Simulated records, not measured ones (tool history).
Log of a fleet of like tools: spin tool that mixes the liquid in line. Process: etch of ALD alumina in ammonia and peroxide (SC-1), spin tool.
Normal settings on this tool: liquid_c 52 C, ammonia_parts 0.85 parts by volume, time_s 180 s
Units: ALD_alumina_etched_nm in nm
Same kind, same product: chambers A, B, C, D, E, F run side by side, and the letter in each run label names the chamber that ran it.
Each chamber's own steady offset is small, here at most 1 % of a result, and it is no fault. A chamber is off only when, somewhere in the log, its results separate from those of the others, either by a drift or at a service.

run,hour,liquid_c,ammonia_parts,time_s,"read-back film thickness of the ALD alumina reference wafer, read on the same gauge (nm)",ALD_alumina_etched_nm
1B,8.8,52,0.85,180,129.99,12.403
2C,14.4,52,0.85,180,129.94,12.535
3F,21.2,52,0.85,180,129.98,12.69
# hour 22: chamber B: new drum of ammonia solution connected
4E,27.8,52,0.85,180,130.01,12.533
5A,36.5,52,0.85,180,129.98,12.517
6D,42.7,52,0.85,180,129.99,12.656
# hour 42.8: chamber B: heated supply line repaired
7B,48.3,52,0.85,180,130.01,12.619
# hour 50.3: chamber E: ammonia flow meter replaced
8D,56.5,52,0.85,180,129.99,12.802
9A,67.5,52,0.85,180,129.97,12.49
10F,74.1,52,0.85,180,130.04,12.582
11C,85.9,52,0.85,180,129.99,12.435
# hour 87.4: chamber F: ammonia flow meter replaced
12E,91.8,52,0.85,180,130,12.615
# hour 94.2: chamber C: new drum of ammonia solution connected
13A,100.9,52,0.85,180,129.98,12.436
# hour 104.7: chamber C: heated supply line repaired
14D,108.7,52,0.85,180,130.01,12.647
15F,115.1,52,0.85,180,130.01,12.466
16B,124.5,52,0.85,180,130.04,12.439
17C,136.8,52,0.85,180,130,12.652
18E,147.4,52,0.85,180,130.01,12.567
19A,153.9,52,0.85,180,129.97,12.434
20E,159.8,52,0.85,95,129.98,6.7016
21F,171.8,52,0.85,95,130,6.6119
22D,181.5,52,0.85,95,130,6.4384
23B,188.1,52,0.85,95,130.03,6.6351
24C,194,52,0.85,95,130.02,6.6958
25A,206.7,52,0.85,95,130.01,6.5653
26D,213,52,0.85,180,130.02,11.823
27C,223.8,46,0.85,105,130.02,5.2867
28F,232.1,46,0.85,105,129.97,5.2242
29E,243.5,46,0.85,105,130.06,5.2625
30B,255.1,46,0.85,105,130.04,5.2519
31F,263.7,46,0.85,105,129.98,5.2166
32D,274.7,46,0.85,105,129.96,4.863
33E,280.6,52,0.85,180,129.99,12.634
34B,291.7,52,0.85,180,129.98,12.442
35C,297.8,52,0.85,180,130.04,12.597
36A,303.7,46,0.85,130,129.96,6.4911
37C,315.6,46,0.85,130,130.03,6.5521

All 6 chambers run these settings next. Forecast each chamber's results:
38A,324.7,56.5,0.85,180,,?
38B,324.7,56.5,0.85,180,,?
38C,324.7,56.5,0.85,180,,?
38D,324.7,56.5,0.85,180,,?
38E,324.7,56.5,0.85,180,,?
38F,324.7,56.5,0.85,180,,?

run,ALD_alumina_etched_nm
38A,15.844
38B,15.889
38C,16.352
38D,14.358
38E,15.999
38F,15.915
